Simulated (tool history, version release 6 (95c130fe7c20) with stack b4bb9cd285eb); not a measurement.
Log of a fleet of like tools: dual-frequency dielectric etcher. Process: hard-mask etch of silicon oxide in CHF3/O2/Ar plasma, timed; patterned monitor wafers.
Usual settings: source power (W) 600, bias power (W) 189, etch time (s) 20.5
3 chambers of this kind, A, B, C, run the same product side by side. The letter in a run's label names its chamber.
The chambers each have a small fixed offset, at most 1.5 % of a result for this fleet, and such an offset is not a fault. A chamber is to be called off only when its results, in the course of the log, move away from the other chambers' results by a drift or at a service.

run   hour  source power (W)  bias power (W)  etch time (s)  read-back reference wafer on the same gauge, depth_nm  mean etch depth across the wafer (angstrom)
 1A    4.6               600             189           20.5                                                 37.408                                       412.07
 2B    8.4               600             189           20.5                                                 37.398                                       416.00
 3C   11.3               600             189           20.5                                                 37.375                                       407.20
 4B   15.1               600             189           20.5                                                 37.387                                       412.88
 5C   18.4               600             189           20.5                                                 37.401                                       407.33
 6A   20.9               600             189           20.5                                                 37.377                                       412.50
 7C   25.2               600             189           20.5                                                 37.379                                       404.38
 8A   30.5               600             189           20.5                                                 37.416                                       413.66
 9B   33.4               600             189           20.5                                                 37.394                                       412.93
10B   36.3               600             189           20.5                                                 37.401                                       412.72
11C   40.5               500             189           20.5                                                 37.387                                       379.63
12A   43.4               500             189           20.5                                                 37.430                                       385.72
13A   48.0               500             189           20.5                                                 37.407                                       384.38
14C   50.4               600             189           20.5                                                 37.372                                       406.11
      51.4  -- chamber B: wet clean of the chamber
15B   53.4               600             189           20.5                                                 37.413                                       422.37
16C   57.8               600             189           20.5                                                 37.437                                       407.79
17A   62.0               600             189           20.5                                                 37.372                                       415.40
      64.4  -- chamber A: wet clean of the chamber
18B   64.8               600             189           20.5                                                 37.411                                       426.63
19C   67.6               530             189           15.5                                                 37.429                                       291.93
20B   70.8               530             189           15.5                                                 37.388                                       305.68
21A   74.3               530             189           15.5                                                 37.402                                       295.39
22C   76.7               600             189           20.5                                                 37.391                                       404.66
      78.6  -- chamber B: source power generator calibrated
23A   81.4               600             189           20.5                                                 37.406                                       412.77
24B   86.2               600             189           20.5                                                 37.402                                       425.51
25C   89.1               600             189           20.5                                                 37.388                                       406.26
26B   92.3               600             189           20.5                                                 37.434                                       422.51
27A   95.1               600             164           20.5                                                 37.397                                       392.27
28C   99.4               600             164           20.5                                                 37.402                                       387.44
29B  104.3               600             164           20.5                                                 37.390                                       404.84
30A  109.0               530             189           15.0                                                 37.376                                       288.22
31A  112.2               530             189           15.0                                                 37.386                                       287.56
32B  116.4               530             189           15.0                                                 37.410                                       297.38
33C  119.4               600             162           22.5                                                 37.399                                       426.00
34A  123.0               600             162           22.5                                                 37.379                                       431.71
35C  126.1               600             162           22.5                                                 37.396                                       424.72
36B  128.8               600             189           20.5                                                 37.399                                       425.00
37A  134.2               650             189           23.5                                                 37.386                                       486.89
38C  136.8               650             189           23.5                                                 37.382                                       480.79

All 3 chambers run these settings next. Forecast each chamber's results:
39A  140.8               710             189           20.5                                                                                                   ?
39B  140.8               710             189           20.5                                                                                                   ?
39C  140.8               710             189           20.5                                                                                                   ?

run  mean etch depth across the wafer (angstrom)
39A                                       441.00
39B                                       453.66
39C                                       432.68
